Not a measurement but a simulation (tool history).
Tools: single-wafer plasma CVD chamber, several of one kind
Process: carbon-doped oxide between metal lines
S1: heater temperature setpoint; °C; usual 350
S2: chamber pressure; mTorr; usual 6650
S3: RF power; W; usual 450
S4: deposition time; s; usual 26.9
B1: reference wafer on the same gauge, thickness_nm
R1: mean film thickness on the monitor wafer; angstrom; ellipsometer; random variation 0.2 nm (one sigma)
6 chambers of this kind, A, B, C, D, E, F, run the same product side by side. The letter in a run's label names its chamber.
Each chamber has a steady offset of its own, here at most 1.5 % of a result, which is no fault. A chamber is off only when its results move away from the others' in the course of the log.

run,day,S1,S2,S3,S4,B1,R1
1D,0.517,350,6650,450,26.9,141.99,1326.5
2F,0.958,350,6650,450,26.9,141.94,1333.8
3A,1.512,350,6650,450,26.9,141.9,1313.9
4E,1.804,350,6650,450,26.9,141.93,1326.1
5C,2.179,350,6650,450,26.9,141.91,1318.1
6B,2.692,350,6650,450,26.9,141.91,1308
7B,3.196,350,6650,450,26.9,141.89,1311.1
8E,3.608,350,6650,450,26.9,141.74,1323.1
9C,3.996,350,6650,450,26.9,141.81,1320.8
10D,4.55,350,6650,450,26.9,141.73,1329.3
11F,4.967,350,6650,450,26.9,141.74,1332.9
12A,5.433,350,6650,450,26.9,141.73,1315.6
13B,5.817,350,6650,450,26.9,141.74,1305.7
14F,6.125,350,6650,450,26.9,141.69,1330
15D,6.512,350,6650,450,26.9,141.68,1325.2
16A,6.871,350,6650,450,26.9,141.65,1316.1
17E,7.383,350,6650,450,26.9,141.64,1326.6
18C,7.642,350,6650,450,26.9,141.63,1315.3
19C,8.15,355,8270,450,26.9,141.66,1315.7
20F,8.7,355,8270,450,26.9,141.61,1330.9
21B,9.233,355,8270,450,26.9,141.55,1306.5
22A,9.517,355,8270,450,26.9,141.53,1312.7
23D,9.9,355,8270,450,26.9,141.45,1326.4
24E,10.225,355,8270,450,26.9,141.53,1319.5
25C,10.667,350,6650,450,26.9,141.48,1314.8
26B,10.917,350,6650,450,26.9,141.47,1306.2
27A,11.254,350,6650,450,26.9,141.47,1314.3
28E,11.817,362,6650,450,26.9,141.41,1283.5
29D,12.283,362,6650,450,26.9,141.37,1283.3
30F,12.829,362,6650,450,26.9,141.43,1288.9
# day 13.312: chamber B: thermocouple changed; heater temperature recalibrated
31D,13.321,362,6650,450,26.9,141.36,1281
# day 13.683: chamber A: capacitance manometer re-zeroed and calibrated
32E,13.833,362,6650,450,26.9,141.34,1282.5
33C,14.217,362,6650,450,26.9,141.33,1272.5
34A,14.471,350,6650,450,26.9,141.3,1311.8
35B,14.933,350,6650,450,26.9,141.3,1301.9
36F,15.221,350,6650,450,26.9,141.29,1324.8
37C,15.775,350,6650,450,26.9,141.29,1316.4
38F,16.296,350,6650,450,26.9,141.18,1330.7
39B,16.729,350,6650,450,26.9,141.25,1303.5
40A,17.05,350,6650,450,26.9,141.22,1310.1
41D,17.592,350,6650,450,30.4,141.19,1488.5
42E,18.054,350,6650,450,30.4,141.16,1490.3
43F,18.583,350,6650,450,30.4,141.14,1499.1

What goes on in this fleet: one chamber off, a drifting gauge, or nothing beyond the chambers' own small offsets? Name the chamber and the cause, if any.

The gauge drifts, so all chambers seem to drift together. No chamber is off.
Cause: gauge reads low (%) = 0.626.

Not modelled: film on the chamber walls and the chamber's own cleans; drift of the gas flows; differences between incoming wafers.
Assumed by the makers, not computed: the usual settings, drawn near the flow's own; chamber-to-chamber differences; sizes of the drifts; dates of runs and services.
